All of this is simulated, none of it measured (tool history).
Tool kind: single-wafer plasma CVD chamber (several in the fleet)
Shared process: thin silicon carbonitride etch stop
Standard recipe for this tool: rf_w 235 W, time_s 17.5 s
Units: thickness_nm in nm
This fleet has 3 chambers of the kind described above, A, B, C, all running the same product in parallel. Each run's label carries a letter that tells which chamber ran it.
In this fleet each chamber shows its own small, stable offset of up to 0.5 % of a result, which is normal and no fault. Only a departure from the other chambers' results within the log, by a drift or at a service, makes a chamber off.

run	hour	rf_w	time_s	read-back reference wafer on the same gauge, thickness_nm	thickness_nm
1C	11.1	235	17.5	8.6024	10.441
2B	21.7	235	17.5	8.6052	10.372
3A	29.1	235	17.5	8.5996	10.465
4B	35.2	235	17.5	8.6021	10.412
5A	44.9	235	17.5	8.5997	10.499
6C	51.5	205	17.5	8.6074	10.069
7C	58.5	205	17.5	8.6002	10.031
8B	65	205	17.5	8.5946	10.009
9A	76	235	17.5	8.6061	10.496
10C	83.2	255	15.8	8.5891	9.6741
11A	90.7	255	15.8	8.5896	9.6879
12B	96.3	255	15.8	8.5975	9.679
13C	103.1	235	17.5	8.5966	10.488
14B	111.1	235	17.5	8.599	10.376
15A	120.4	235	17.5	8.5947	10.458
16C	127.6	235	17.5	8.5899	10.447
17A	135.6	235	17.5	8.6047	10.49
18B	141.8	235	20.4	8.6029	12.043
19A	151.8	235	20.4	8.6029	12.258
20C	163.8	235	20.4	8.6013	12.292
21B	171.5	235	17.5	8.6078	10.302

All chambers now run identical settings, listed one chamber a line with results as question marks. What results will each chamber show?
22A	180.8	235	17.5		?
22B	180.8	235	17.5		?
22C	180.8	235	17.5		?

run	thickness_nm
22A	10.603
22B	10.429
22C	10.488
